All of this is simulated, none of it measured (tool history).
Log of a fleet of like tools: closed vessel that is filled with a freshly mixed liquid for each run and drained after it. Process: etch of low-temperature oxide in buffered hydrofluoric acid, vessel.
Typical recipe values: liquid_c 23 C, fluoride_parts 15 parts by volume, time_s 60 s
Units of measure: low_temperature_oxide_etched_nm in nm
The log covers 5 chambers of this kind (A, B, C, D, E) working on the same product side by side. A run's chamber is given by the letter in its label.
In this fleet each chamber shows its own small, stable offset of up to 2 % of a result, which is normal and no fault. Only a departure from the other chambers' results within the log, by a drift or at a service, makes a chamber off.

run	hour	liquid_c	fluoride_parts	time_s	hours since the thermometer was replaced	hours since the hydrofluoric acid flow meter was replaced	read-back film thickness of the low-temperature oxide reference wafer, read on the same gauge (nm)	low_temperature_oxide_etched_nm
1D	13.1	23	15	60	161.9	123.1	129.92	113.91
2B	22.5	23	15	60	888.6	293.3	130.03	110.31
3A	31	23	15	60	1172.4	1018.1	130.01	112.44
4C	45.5	23	15	60	2443.6	408.4	130	112.34
5E	56.7	23	15	60	1142.9	1356.7	130.01	113.04
6C	65	23	15	60	2463.1	427.9	129.93	112.75
7A	79.3	23	9.5	60	1220.7	1066.4	130.01	173.38
8D	91.3	23	9.5	60	240.1	201.3	129.96	173.7
9B	98.1	23	9.5	60	964.2	368.9	129.96	169.76
10E	112.4	23	9.5	60	1198.6	1412.4	130.02	172.46
11E	121.6	23	9.5	60	1207.8	1421.6	129.98	174.63
12A	129	28	17	60	1270.4	1116.1	130.04	130.97
13C	135.5	28	17	60	2533.6	498.4	130.01	130.92
14D	146.5	28	17	60	295.3	256.5	130.04	131.93
15B	160.5	28	17	60	1026.6	431.3	129.97	127.88
16E	170.7	28	17	60	1256.9	1470.7	129.97	130.84
17A	179.6	23	15	60	1321	1166.7	130.02	112.92
18D	186	23	15	60	334.8	296	130.01	113.58
19B	195.1	23	15	60	1061.2	465.9	130.01	110.22
20C	207.2	23	15	60	2605.3	570.1	130.01	111.63
21D	217.6	23	15	60	366.4	327.6	130.02	113.21
22A	230.9	23	15	60	1372.3	1218	130	114.87
23C	239.5	23	15	60	2637.6	602.4	129.99	111.71
24E	248.8	23	15	60	1335	1548.8	129.98	110.8
25B	255.7	20	15	60	1121.8	526.5	129.99	93.597
26C	264.3	20	15	60	2662.4	627.2	130.01	94.332
27B	278.1	20	15	60	1144.2	548.9	130.02	93.742
28A	285.5	20	15	60	1426.9	1272.6	129.98	98.796
29D	298.7	20	15	60	447.5	408.7	129.93	96.352
30E	310.8	19.5	19	60	1397	1610.8	129.98	73.588
31A	322.9	19.5	19	60	1464.3	1310	129.96	75.825
32B	335.5	19.5	19	60	1201.6	606.3	130.01	72.041
33C	348.6	19.5	19	60	2746.7	711.5	129.95	73.804
34E	355.1	19.5	19	60	1441.3	1655.1	129.97	73.025
35D	368.1	23	15	60	516.9	478.1	129.98	113.95
36A	381.5	23	15	60	1522.9	1368.6	129.98	117.1
37B	389.1	23	15	60	1255.2	659.9	130.01	111.6
38E	397.2	23	15	60	1483.4	1697.2	130.05	112.24
39D	404.7	23	15	60	553.5	514.7	130	112.32
40C	419.2	21	20	60	2817.3	782.1	130.06	76.627
41E	433	21	20	60	1519.2	1733	130.01	75.593
42C	446.7	21	20	60	2844.8	809.6	129.95	75.576
43D	458.4	21	20	60	607.2	568.4	130.04	77.095

All chambers now run identical settings, listed one chamber a line with results as question marks. What results will each chamber show?
44A	468.8	23	15	60				?
44B	468.8	23	15	60				?
44C	468.8	23	15	60				?
44D	468.8	23	15	60				?
44E	468.8	23	15	60				?

run	low_temperature_oxide_etched_nm
44A	120.38
44B	111.61
44C	113.01
44D	115.69
44E	113.34
